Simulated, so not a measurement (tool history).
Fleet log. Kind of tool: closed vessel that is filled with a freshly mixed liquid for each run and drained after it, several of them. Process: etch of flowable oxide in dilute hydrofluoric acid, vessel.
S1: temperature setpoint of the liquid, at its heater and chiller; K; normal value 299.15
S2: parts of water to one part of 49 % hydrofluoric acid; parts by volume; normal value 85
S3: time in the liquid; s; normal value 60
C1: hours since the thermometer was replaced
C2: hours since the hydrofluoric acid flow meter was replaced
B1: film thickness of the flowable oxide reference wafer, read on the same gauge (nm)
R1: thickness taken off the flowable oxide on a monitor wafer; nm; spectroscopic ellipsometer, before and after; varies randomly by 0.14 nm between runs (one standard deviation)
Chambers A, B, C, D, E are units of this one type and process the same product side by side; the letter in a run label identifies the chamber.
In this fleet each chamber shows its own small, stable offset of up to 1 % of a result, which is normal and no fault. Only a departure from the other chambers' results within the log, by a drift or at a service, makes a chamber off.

run   hour      S1  S2  S3      C1      C2      B1      R1
 1B      3  299.15  85  60  1834.3   241.4  149.99   17.95
 2C      8  299.15  85  60   206.2   554.6  150.02  18.219
 3E   12.5  299.15  85  60  2108.4     133  149.95  18.332
 4A   17.1  299.15  85  60    64.1  1238.1  149.99  18.209
 5D   20.3  299.15  85  60   916.5   413.5  150.01  18.276
 6D   23.4  299.15  85  60   919.6   416.6  149.98  18.311
 7A   27.7  299.15  85  60    74.7  1248.7     150  18.356
 8B   30.7  299.15  85  60    1862   269.1  150.01  17.919
 9C   33.4  299.15  85  60   231.6     580  150.01  17.856
10E   36.6  299.15  85  60  2132.5   157.1  149.97  18.116
11A     41  299.15  85  60      88    1262  150.05   18.12
12E   45.2  299.15  50  60  2141.1   165.7  150.06  33.263
13C   49.8  299.15  50  60     248   596.4  149.95  32.769
14B     52  299.15  50  60  1883.3   290.4  150.01  31.951
15D   56.8  299.15  50  60     953     450  149.98  33.262
16E   61.3  299.15  50  60  2157.2   181.8  150.05  32.619
17A   64.3  299.15  85  60   111.3  1285.3     150   18.17
18D   69.4  299.15  85  60   965.6   462.6  150.01  18.283
19B   71.8  299.15  85  60  1903.1   310.2  150.05   17.97
20C   76.7  299.15  85  60   274.9   623.3  149.97  17.985
21C     79  299.15  85  60   277.2   625.6     150  17.784
22E   82.7  299.15  85  60  2178.6   203.2  150.02  18.311
23A   85.9  299.15  85  60   132.9  1306.9  150.01  18.622
24D   89.3  299.15  85  60   985.5   482.5  150.02  18.259
25B   93.3  299.15  85  85  1924.6   331.7  149.98  25.271
26A   97.5  299.15  85  85   144.5  1318.5  150.03  26.114
27E  102.3  299.15  85  85  2198.2   222.8     150  25.975
28B  105.1  299.15  85  85  1936.4   343.5  149.96  25.433
29D  108.5  299.15  85  85  1004.7   501.7  150.02  26.339
30C  111.4  299.15  85  60   309.6     658  150.01  16.964
31E  115.5  299.15  85  60  2211.4     236  150.02  18.551
32C  118.5  299.15  85  60   316.7   665.1  149.98  17.166
33A  123.6  299.15  85  60   170.6  1344.6     150  17.994
34B  125.9  299.15  85  60  1957.2   364.3  150.01  17.763
35D  128.5  299.15  85  60  1024.7   521.7  149.96  18.462
36D    131  299.15  85  60  1027.2   524.2  150.01  18.325
37E  135.3  299.15  85  60  2231.2   255.8  150.01  18.525
38C  139.7  299.15  85  60   337.9   686.3  150.02  16.884
39A  144.6  299.15  85  60   191.6  1365.6  149.98  18.232
40B    148  299.15  85  60  1979.3   386.4  150.03  17.901
41D  150.6  299.15  85  60  1046.8   543.8  150.04  18.302
42A  154.9  299.15  85  60   201.9  1375.9  150.03  18.229

All chambers now run identical settings, listed one chamber a line with results as question marks. What results will each chamber show?
43A  158.6  297.65  85  60               ?
43B  158.6  297.65  85  60               ?
43C  158.6  297.65  85  60               ?
43D  158.6  297.65  85  60               ?
43E  158.6  297.65  85  60               ?

run      R1
43A  17.226
43B  17.116
43C  15.663
43D  17.463
43E  17.459
